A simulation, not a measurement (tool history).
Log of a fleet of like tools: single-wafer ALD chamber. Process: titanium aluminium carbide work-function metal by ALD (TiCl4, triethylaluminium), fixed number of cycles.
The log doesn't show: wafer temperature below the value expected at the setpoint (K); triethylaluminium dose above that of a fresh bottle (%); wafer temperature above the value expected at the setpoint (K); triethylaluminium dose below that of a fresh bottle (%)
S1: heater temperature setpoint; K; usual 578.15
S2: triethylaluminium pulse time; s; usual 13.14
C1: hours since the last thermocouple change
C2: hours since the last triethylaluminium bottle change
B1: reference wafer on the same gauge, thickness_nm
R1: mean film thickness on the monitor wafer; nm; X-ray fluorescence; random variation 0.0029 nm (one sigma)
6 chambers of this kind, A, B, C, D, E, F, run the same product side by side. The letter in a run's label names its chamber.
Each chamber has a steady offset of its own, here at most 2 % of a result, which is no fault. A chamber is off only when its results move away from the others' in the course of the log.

{"run": "1A", "hour": 6.9, "S1": 578.15, "S2": 13.14, "C1": 1392, "C2": 1021.6, "B1": 1.7193, "R1": 2.0903}
{"run": "2E", "hour": 16.0, "S1": 578.15, "S2": 13.14, "C1": 1043.8, "C2": 1417.6, "B1": 1.7198, "R1": 2.054}
{"hour": 21.6, "done": "chamber D: thermocouple changed; heater temperature recalibrated"}
{"run": "3F", "hour": 25.9, "S1": 578.15, "S2": 13.14, "C1": 1068.4, "C2": 43.5, "B1": 1.7193, "R1": 2.0872}
{"run": "4C", "hour": 32.8, "S1": 578.15, "S2": 13.14, "C1": 1366.1, "C2": 496.8, "B1": 1.7191, "R1": 2.1005}
{"hour": 35.7, "done": "chamber A: thermocouple changed; heater temperature recalibrated"}
{"run": "5B", "hour": 40.9, "S1": 578.15, "S2": 13.14, "C1": 1438.3, "C2": 397.4, "B1": 1.7193, "R1": 2.1093}
{"run": "6D", "hour": 48.9, "S1": 592.15, "S2": 15.87, "C1": 27.3, "C2": 597.2, "B1": 1.7185, "R1": 2.2457}
{"hour": 54.6, "done": "chamber A: triethylaluminium bottle replaced"}
{"run": "7A", "hour": 55.4, "S1": 592.15, "S2": 15.87, "C1": 19.7, "C2": 0.8, "B1": 1.7184, "R1": 2.226}
{"run": "8C", "hour": 60.0, "S1": 592.15, "S2": 15.87, "C1": 1393.3, "C2": 524, "B1": 1.7179, "R1": 2.2367}
{"run": "9B", "hour": 66.8, "S1": 592.15, "S2": 15.87, "C1": 1464.2, "C2": 423.3, "B1": 1.7179, "R1": 2.2534}
{"run": "10F", "hour": 76.8, "S1": 592.15, "S2": 15.87, "C1": 1119.3, "C2": 94.4, "B1": 1.7176, "R1": 2.2348}
{"run": "11E", "hour": 84.6, "S1": 592.15, "S2": 15.87, "C1": 1112.4, "C2": 1486.2, "B1": 1.7176, "R1": 2.1863}
{"run": "12D", "hour": 94.3, "S1": 578.15, "S2": 13.14, "C1": 72.7, "C2": 642.6, "B1": 1.7167, "R1": 2.0977}
{"run": "13C", "hour": 99.5, "S1": 578.15, "S2": 14.71, "C1": 1432.8, "C2": 563.5, "B1": 1.7168, "R1": 2.1082}
{"run": "14D", "hour": 104.8, "S1": 578.15, "S2": 14.71, "C1": 83.2, "C2": 653.1, "B1": 1.7169, "R1": 2.1132}
{"run": "15A", "hour": 114.9, "S1": 578.15, "S2": 14.71, "C1": 79.2, "C2": 60.3, "B1": 1.7165, "R1": 2.1028}
{"run": "16F", "hour": 120.2, "S1": 578.15, "S2": 14.71, "C1": 1162.7, "C2": 137.8, "B1": 1.7164, "R1": 2.0937}
{"run": "17E", "hour": 127.4, "S1": 578.15, "S2": 14.71, "C1": 1155.2, "C2": 1529, "B1": 1.7166, "R1": 2.0584}
{"run": "18B", "hour": 135.6, "S1": 578.15, "S2": 14.71, "C1": 1533, "C2": 492.1, "B1": 1.716, "R1": 2.1224}
{"run": "19B", "hour": 142.2, "S1": 578.15, "S2": 13.14, "C1": 1539.6, "C2": 498.7, "B1": 1.715, "R1": 2.1088}
{"run": "20F", "hour": 151.1, "S1": 592.15, "S2": 13.14, "C1": 1193.6, "C2": 168.7, "B1": 1.7147, "R1": 2.2137}
{"run": "21D", "hour": 159.1, "S1": 592.15, "S2": 13.14, "C1": 137.5, "C2": 707.4, "B1": 1.7152, "R1": 2.2278}
{"run": "22E", "hour": 166.0, "S1": 592.15, "S2": 13.14, "C1": 1193.8, "C2": 1567.6, "B1": 1.7145, "R1": 2.1608}
{"run": "23A", "hour": 172.6, "S1": 592.15, "S2": 13.14, "C1": 136.9, "C2": 118, "B1": 1.7148, "R1": 2.2139}
{"run": "24C", "hour": 177.8, "S1": 592.15, "S2": 13.14, "C1": 1511.1, "C2": 641.8, "B1": 1.7143, "R1": 2.2174}
{"run": "25C", "hour": 187.3, "S1": 592.15, "S2": 13.14, "C1": 1520.6, "C2": 651.3, "B1": 1.7141, "R1": 2.2166}
{"run": "26B", "hour": 194.1, "S1": 578.15, "S2": 13.14, "C1": 1591.5, "C2": 550.6, "B1": 1.7136, "R1": 2.109}
{"run": "27F", "hour": 202.3, "S1": 578.15, "S2": 13.14, "C1": 1244.8, "C2": 219.9, "B1": 1.7132, "R1": 2.0846}
{"run": "28D", "hour": 207.9, "S1": 578.15, "S2": 13.14, "C1": 186.3, "C2": 756.2, "B1": 1.7131, "R1": 2.1013}
{"run": "29A", "hour": 218.0, "S1": 578.15, "S2": 11.52, "C1": 182.3, "C2": 163.4, "B1": 1.7124, "R1": 2.0726}
{"hour": 221.5, "done": "chamber B: triethylaluminium bottle replaced"}
{"run": "30E", "hour": 224.0, "S1": 578.15, "S2": 11.52, "C1": 1251.8, "C2": 1625.6, "B1": 1.7127, "R1": 2.0198}
{"run": "31E", "hour": 233.9, "S1": 578.15, "S2": 11.52, "C1": 1261.7, "C2": 1635.5, "B1": 1.7125, "R1": 2.026}
{"run": "32C", "hour": 243.0, "S1": 578.15, "S2": 11.52, "C1": 1576.3, "C2": 707, "B1": 1.7123, "R1": 2.0719}
{"run": "33A", "hour": 248.2, "S1": 578.15, "S2": 11.52, "C1": 212.5, "C2": 193.6, "B1": 1.7118, "R1": 2.069}
{"hour": 253.1, "done": "chamber D: triethylaluminium bottle replaced"}
{"run": "34D", "hour": 254.8, "S1": 578.15, "S2": 11.52, "C1": 233.2, "C2": 1.8, "B1": 1.7118, "R1": 2.0786}
{"run": "35F", "hour": 260.6, "S1": 578.15, "S2": 13.14, "C1": 1303.1, "C2": 278.2, "B1": 1.7115, "R1": 2.0814}
{"run": "36B", "hour": 266.7, "S1": 578.15, "S2": 13.14, "C1": 1664.1, "C2": 45.3, "B1": 1.711, "R1": 2.1024}
{"run": "37F", "hour": 275.3, "S1": 578.15, "S2": 13.14, "C1": 1317.8, "C2": 292.9, "B1": 1.7111, "R1": 2.0799}
{"run": "38D", "hour": 280.8, "S1": 578.15, "S2": 13.14, "C1": 259.2, "C2": 27.8, "B1": 1.711, "R1": 2.097}
{"run": "39A", "hour": 288.4, "S1": 578.15, "S2": 13.14, "C1": 252.7, "C2": 233.8, "B1": 1.7107, "R1": 2.0815}
{"run": "40B", "hour": 297.0, "S1": 578.15, "S2": 13.14, "C1": 1694.4, "C2": 75.6, "B1": 1.7099, "R1": 2.0976}

Is one chamber off against the others, does the gauge drift, or is nothing wrong? If a chamber is off, say which, and what the likeliest cause is.

The gauge drifts, so all chambers seem to drift together. No chamber is off.
Cause: gauge reads low (%) = 0.575.
